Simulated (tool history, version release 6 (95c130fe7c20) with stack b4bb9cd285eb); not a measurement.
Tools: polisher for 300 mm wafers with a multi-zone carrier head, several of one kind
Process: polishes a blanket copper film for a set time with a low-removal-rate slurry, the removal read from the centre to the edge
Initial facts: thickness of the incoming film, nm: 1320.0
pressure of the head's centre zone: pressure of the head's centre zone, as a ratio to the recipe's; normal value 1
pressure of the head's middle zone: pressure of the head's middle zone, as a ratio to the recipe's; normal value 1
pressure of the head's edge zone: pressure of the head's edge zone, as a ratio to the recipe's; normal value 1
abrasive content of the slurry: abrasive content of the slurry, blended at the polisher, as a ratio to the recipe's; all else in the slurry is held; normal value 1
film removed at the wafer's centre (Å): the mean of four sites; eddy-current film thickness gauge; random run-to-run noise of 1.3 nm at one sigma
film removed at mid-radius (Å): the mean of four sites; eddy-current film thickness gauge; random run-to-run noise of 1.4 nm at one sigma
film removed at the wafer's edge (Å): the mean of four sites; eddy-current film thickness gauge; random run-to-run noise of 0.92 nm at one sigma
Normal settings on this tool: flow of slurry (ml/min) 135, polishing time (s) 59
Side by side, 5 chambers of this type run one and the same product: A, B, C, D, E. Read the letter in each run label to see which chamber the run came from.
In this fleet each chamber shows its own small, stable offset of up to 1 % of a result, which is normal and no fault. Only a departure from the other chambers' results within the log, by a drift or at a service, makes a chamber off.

run   hour  flow of slurry (ml/min)  pressure of the head's centre zone  pressure of the head's middle zone  pressure of the head's edge zone  abrasive content of the slurry  polishing time (s)  film removed at the wafer's centre (Å)  film removed at mid-radius (Å)  film removed at the wafer's edge (Å)
         1  -- chamber A: worn pad replaced by a new one
 1E      8                      135                                   1                                   1                                 1                               1                  59                                  1049.6                          1026.5                                1011.5
      11.1  -- chamber B: worn pad replaced by a new one
 2D   20.6                      135                                   1                                   1                                 1                               1                  59                                  1033.4                          1020.3                                1005.1
      24.4  -- chamber E: worn pad replaced by a new one
 3C   30.8                      135                                   1                                   1                                 1                               1                  59                                  1003.7                          1025.1                                1026.4
 4B   37.2                      135                                   1                                   1                                 1                               1                  59                                  1027.8                          992.84                                1007.1
 5A   49.8                      135                                   1                                   1                                 1                               1                  59                                  1020.4                            1005                                1015.9
      51.8  -- chamber D: slurry nozzle cleaned
 6B   56.1                      135                                   1                                   1                                 1                               1                  59                                  1033.8                          994.09                                1009.6
        57  -- chamber C: worn pad replaced by a new one
 7D   69.3                      135                                0.89                                0.94                                 1                               1                  59                                  883.08                          975.82                                1015.5
 8E     81                      135                                0.89                                0.94                                 1                               1                  59                                  898.14                          960.47                                1008.8
      82.8  -- chamber A: worn pad replaced by a new one
      91.4  -- chamber E: worn pad replaced by a new one
 9A   92.7                      135                                0.89                                0.94                                 1                               1                  59                                  903.19                          963.67                                1017.1
      96.2  -- chamber B: worn pad replaced by a new one
10C  102.6                      135                                0.89                                0.94                                 1                               1                  59                                  897.98                          958.85                                1023.2
11E  109.7                      135                                0.89                                0.94                                 1                               1                  59                                  883.13                          964.51                                1023.2
12C  117.1                      135                                   1                                   1                                 1                             0.9                  59                                  991.94                          1009.9                                1021.1
13B  126.1                      135                                   1                                   1                                 1                             0.9                  59                                  997.32                          984.18                                1007.7
     131.9  -- chamber C: edge zone pressure recalibrated
14A  135.9                      135                                   1                                   1                                 1                             0.9                  59                                  1010.1                          975.66                                1003.6
     141.4  -- chamber C: worn pad replaced by a new one
15D  149.5                      135                                   1                                   1                                 1                             0.9                  59                                  946.97                          956.07                                973.36
16E  156.4                      135                                   1                                   1                                 1                             0.9                  59                                  988.22                          994.55                                984.66
     162.6  -- chamber A: worn pad replaced by a new one
17B  164.4                      135                                   1                                1.09                                 1                               1                  77                                  1324.2                          1439.3                                1341.5
     167.8  -- chamber E: worn pad replaced by a new one
18A  170.7                      135                                   1                                1.09                                 1                               1                  77                                  1327.1                          1452.2                                1351.2
19C  177.9                      135                                   1                                1.09                                 1                               1                  77                                  1347.6                          1431.3                                  1346
20D  187.8                      135                                   1                                1.09                                 1                               1                  77                                  1279.4                            1369                                1261.1
21A  196.6                      135                                   1                                1.09                                 1                               1                  77                                    1351                          1409.6                                1312.5
     197.9  -- chamber B: worn pad replaced by a new one
22E  202.7                      135                                   1                                   1                                 1                               1                  59                                  1014.2                          994.12                                997.32
23D    211                      135                                   1                                1.07                                 1                               1                  59                                  986.11                          1044.7                                982.17
     220.6  -- chamber C: worn pad replaced by a new one
24C  224.4                      135                                   1                                1.07                                 1                               1                  59                                    1030                          1080.8                                1033.9
25B  234.2                      135                                   1                                1.07                                 1                               1                  59                                    1006                          1061.5                                1009.1
26E  240.2                      135                                   1                                1.07                                 1                               1                  59                                  1016.3                          1066.4                                1034.1
     242.5  -- chamber E: worn pad replaced by a new one
     246.6  -- chamber A: worn pad replaced by a new one
27D  249.4                      135                                   1                                1.07                                 1                               1                  59                                  952.86                            1043                                956.11
28A  259.3                      135                                   1                                   1                                 1                               1                  59                                  1003.1                          1000.4                                1034.8
     264.5  -- chamber A: slurry nozzle cleaned
29B  271.2                      135                                   1                                   1                                 1                               1                  59                                  1007.5                           996.4                                991.53
     278.5  -- chamber B: worn pad replaced by a new one
30C  279.2                      135                                   1                                   1                                 1                               1                  59                                  1007.1                          1005.5                                1023.1
     281.2  -- chamber E: slurry nozzle cleaned
31A  287.4                      135                                   1                                   1                                 1                               1                  59                                    1033                          1017.2                                1027.9
32D    298                      135                                   1                                   1                                 1                               1                  59                                  948.28                          952.58                                 954.8
     302.9  -- chamber E: worn pad replaced by a new one
33B  308.1                      135                                   1                                   1                                 1                               1                  59                                  1004.9                          1029.5                                1013.2
     309.7  -- chamber C: worn pad replaced by a new one
     312.3  -- chamber B: edge zone pressure recalibrated
     317.2  -- chamber A: centre zone pressure recalibrated
34E  317.2                      135                                   1                                1.09                                 1                               1                  59                                  1008.4                          1092.5                                1015.9
     324.8  -- chamber A: worn pad replaced by a new one
35C  326.4                      135                                   1                                1.09                                 1                               1                  59                                  1017.8                          1087.4                                1029.8
     333.7  -- chamber B: slurry nozzle cleaned
36B  335.5                      135                                   1                                1.09                                 1                               1                  59                                  988.29                          1095.4                                1015.6
37A  342.7                      135                                   1                                1.09                                 1                               1                  59                                  1032.8                          1088.9                                  1012

Has any chamber moved away from the others, gradually or after a service, or does the common gauge drift, or do the chambers differ only by their own small steady offsets? State the chamber and the most likely cause if one applies.

Chamber D drifts away from the others.
Likeliest cause: removal rate lost through wear of the pad, % = 8.5.

Which of the 4 candidates below, each the usual settings with something changed and its results left as question marks, puts chamber D back in line with what the other chambers give on the usual settings?
Counts as in line when no further than this from what the other chambers average on the usual settings: film removed at the wafer's centre (Å) 45; film removed at mid-radius (Å) 49; film removed at the wafer's edge (Å) 32
38D-1  352.5                      140                                1.01                                0.99                              1.01                               1                  68                                       ?                               ?                                     ?
38D-2  352.5                      135                                   1                                0.99                              1.01                               1                  64                                       ?                               ?                                     ?
38D-3  352.5                      135                                   1                                1.01                              0.99                               1                  51                                       ?                               ?                                     ?
38D-4  352.5                      135                                   1                                1.01                              0.99                               1                  54                                       ?                               ?                                     ?

Usual-settings mean across the other chambers: film removed at the wafer's centre (Å) 1019.5; film removed at mid-radius (Å) 1021.1; film removed at the wafer's edge (Å) 1023.6
  run  film removed at the wafer's centre (Å)  film removed at mid-radius (Å)  film removed at the wafer's edge (Å)
38D-1                                  1090.5                          1081.4                                1089.3
38D-2                                  1006.4                          1010.2                                1019.8
38D-3                                  802.11                          819.74                                803.85
38D-4                                  849.29                          867.96                                851.14
Change 38D-2 lands the chamber within the allowed miss of the other chambers.

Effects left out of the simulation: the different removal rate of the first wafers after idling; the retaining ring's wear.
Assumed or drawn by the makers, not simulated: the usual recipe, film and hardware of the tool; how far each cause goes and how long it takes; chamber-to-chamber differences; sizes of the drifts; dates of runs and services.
